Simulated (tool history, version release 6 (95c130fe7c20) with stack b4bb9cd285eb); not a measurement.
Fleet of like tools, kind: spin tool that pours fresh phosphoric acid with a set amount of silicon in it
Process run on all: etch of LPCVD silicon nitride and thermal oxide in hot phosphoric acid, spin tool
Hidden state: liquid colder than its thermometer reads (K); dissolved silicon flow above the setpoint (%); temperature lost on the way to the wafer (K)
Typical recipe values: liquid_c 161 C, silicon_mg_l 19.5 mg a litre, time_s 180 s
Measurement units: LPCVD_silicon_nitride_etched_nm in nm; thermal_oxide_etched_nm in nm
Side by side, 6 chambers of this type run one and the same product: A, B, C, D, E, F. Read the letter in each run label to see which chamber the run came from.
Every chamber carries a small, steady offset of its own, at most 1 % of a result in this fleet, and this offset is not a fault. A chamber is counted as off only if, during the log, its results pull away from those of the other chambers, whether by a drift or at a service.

run   hour  liquid_c  silicon_mg_l  time_s  hours since the thermometer was replaced  hours since the dissolved silicon flow meter was replaced  hours since the heated supply line was repaired  read-back film thickness of the LPCVD silicon nitride reference wafer, read on the same gauge (nm)  read-back film thickness of the thermal oxide reference wafer, read on the same gauge (nm)  LPCVD_silicon_nitride_etched_nm  thermal_oxide_etched_nm
 1C    8.6       161          19.5     180                                     367.9                                                     1966.6                                            763.8                                                                                                 150                                                                                      99.985                           14.678                   0.3471
 2E   19.9       161          19.5     180                                    1364.3                                                     1621.5                                            887.3                                                                                                 150                                                                                      99.977                           14.467                  0.37641
 3D   27.9       161          19.5     180                                    2053.4                                                      379.2                                             3216                                                                                                 150                                                                                      99.979                            14.81                  0.31604
 4A   34.5       161          19.5     180                                    1646.9                                                      517.1                                           1685.2                                                                                              149.99                                                                                      99.993                           14.584                  0.37408
 5F   47.4       161          19.5     180                                     616.5                                                      707.9                                            409.7                                                                                              150.01                                                                                      99.985                           14.769                  0.37898
 6B   56.7       161          19.5     180                                     458.8                                                      367.1                                            330.8                                                                                                 150                                                                                      99.979                           14.718                   0.3568
 7E   67.3       161          19.5     180                                    1411.7                                                     1668.9                                            934.7                                                                                              150.01                                                                                      100.02                           14.676                  0.42644
 8F   76.6       161          19.5     180                                     645.7                                                      737.1                                            438.9                                                                                                 150                                                                                      100.04                            14.78                  0.37719
 9A   87.5       161          19.5     180                                    1699.9                                                      570.1                                           1738.2                                                                                              150.01                                                                                         100                             14.4                  0.41569
10B   97.7       161          19.5     180                                     499.8                                                      408.1                                            371.8                                                                                              149.99                                                                                      100.04                            14.76                  0.40565
11C  111.6       161          19.5     180                                     470.9                                                     2069.6                                            866.8                                                                                                 150                                                                                      99.995                           14.531                  0.32281
     116.5  -- chamber D: thermometer replaced
12D  124.4       161          19.5     180                                         8                                                      475.7                                           3312.5                                                                                                 150                                                                                      99.973                           14.748                  0.34479
       125  -- chamber A: heated supply line repaired
13D    136       161          19.5     180                                      19.6                                                      487.3                                           3324.1                                                                                                 150                                                                                      100.02                           14.698                  0.35696
     143.4  -- chamber C: dissolved silicon flow meter replaced
14A    149       161          19.5     180                                    1761.4                                                      631.6                                             24.1                                                                                                 150                                                                                         100                            14.46                  0.38111
15C  156.2       161          19.5     180                                     515.5                                                       12.9                                            911.4                                                                                              149.99                                                                                      99.979                           14.662                  0.39844
16B  169.9       161          19.5     180                                       572                                                      480.3                                              444                                                                                                 150                                                                                      100.04                           14.678                   0.3486
17F  179.9       161          19.5     180                                       749                                                      840.4                                            542.2                                                                                                 150                                                                                      99.981                           14.602                  0.31576
     181.9  -- chamber E: thermometer replaced
18E  187.9       161          19.5     180                                       6.1                                                     1789.5                                           1055.3                                                                                              150.01                                                                                         100                           14.557                  0.31725
19C  200.1       161          19.5     180                                     559.4                                                       56.8                                            955.3                                                                                              150.02                                                                                      99.993                           14.657                  0.39983
20F    211       161          19.5     180                                     780.1                                                      871.5                                            573.3                                                                                              150.01                                                                                      99.988                            14.71                  0.34506
21A  223.5       161          19.5     180                                    1835.9                                                      706.1                                             98.6                                                                                                 150                                                                                         100                           14.645                  0.33766
       227  -- chamber F: thermometer replaced
22D  231.2       162          19.5     225                                     114.8                                                      582.5                                           3419.3                                                                                                 150                                                                                      100.01                           18.929                  0.58475
23E  239.3       162          19.5     225                                      57.5                                                     1840.9                                           1106.7                                                                                              149.99                                                                                      100.01                            18.75                  0.48126
24B  247.6       162          19.5     225                                     649.7                                                        558                                            521.7                                                                                              149.99                                                                                      100.02                           18.956                  0.51354
25C  260.2       162          19.5     225                                     619.5                                                      116.9                                           1015.4                                                                                                 150                                                                                      99.978                            18.76                  0.59259
26D  270.1       162          19.5     225                                     153.7                                                      621.4                                           3458.2                                                                                                 150                                                                                      100.04                           18.957                  0.40149
27E  278.3       162          19.5     225                                      96.5                                                     1879.9                                           1145.7                                                                                                 150                                                                                      100.01                           18.813                   0.5061
28A  291.6       161          19.5     180                                      1904                                                      774.2                                            166.7                                                                                                 150                                                                                      100.01                           14.679                  0.33496
29F  299.6       161          19.5     180                                      72.6                                                      960.1                                            661.9                                                                                                 150                                                                                         100                           14.693                  0.38134
30B  310.2       161          19.5     180                                     712.3                                                      620.6                                            584.3                                                                                              150.01                                                                                      99.992                           14.628                  0.28916
     311.2  -- chamber C: heated supply line repaired
31F  319.2       161          19.5     180                                      92.2                                                      979.7                                            681.5                                                                                              149.99                                                                                      99.976                           14.758                  0.31444
32B  328.6       161          19.5     180                                     730.7                                                        639                                            602.7                                                                                              150.01                                                                                      99.975                           14.753                  0.30016
33A    337       161          19.5     180                                    1949.4                                                      819.6                                            212.1                                                                                              150.02                                                                                      99.967                           14.521                  0.30461
     337.9  -- chamber A: thermometer replaced
34E  350.3       161          19.5     180                                     168.5                                                     1951.9                                           1217.7                                                                                              149.99                                                                                      99.994                           14.537                  0.33327
35D  363.6       161          19.5     180                                     247.2                                                      714.9                                           3551.7                                                                                                 150                                                                                      100.02                           14.771                  0.39221
36C  371.2       161          19.5     180                                     730.5                                                      227.9                                               60                                                                                              149.99                                                                                      99.975                           14.508                  0.32023
37D  382.7       161          19.5     180                                     266.3                                                        734                                           3570.8                                                                                              149.99                                                                                         100                            14.68                  0.33503
38C  389.4       161          19.5     180                                     748.7                                                      246.1                                             78.2                                                                                                 150                                                                                      100.03                           14.704                  0.33709
39A    397     158.5           6.5     180                                      59.2                                                      879.6                                            272.1                                                                                              150.01                                                                                      99.987                            13.28                  0.38516

Next, every chamber runs the same settings. What will each give?
40A  407.7       161          19.5     180                                                                                                                                                                                                                                                                                                                                                                                      ?                        ?
40B  407.7       161          19.5     180                                                                                                                                                                                                                                                                                                                                                                                      ?                        ?
40C  407.7       161          19.5     180                                                                                                                                                                                                                                                                                                                                                                                      ?                        ?
40D  407.7       161          19.5     180                                                                                                                                                                                                                                                                                                                                                                                      ?                        ?
40E  407.7       161          19.5     180                                                                                                                                                                                                                                                                                                                                                                                      ?                        ?
40F  407.7       161          19.5     180                                                                                                                                                                                                                                                                                                                                                                                      ?                        ?

run  LPCVD_silicon_nitride_etched_nm  thermal_oxide_etched_nm
40A                            14.57                  0.38323
40B                           14.621                   0.3454
40C                           14.589                  0.27773
40D                           14.735                  0.36068
40E                           14.358                  0.31022
40F                            14.56                  0.37902
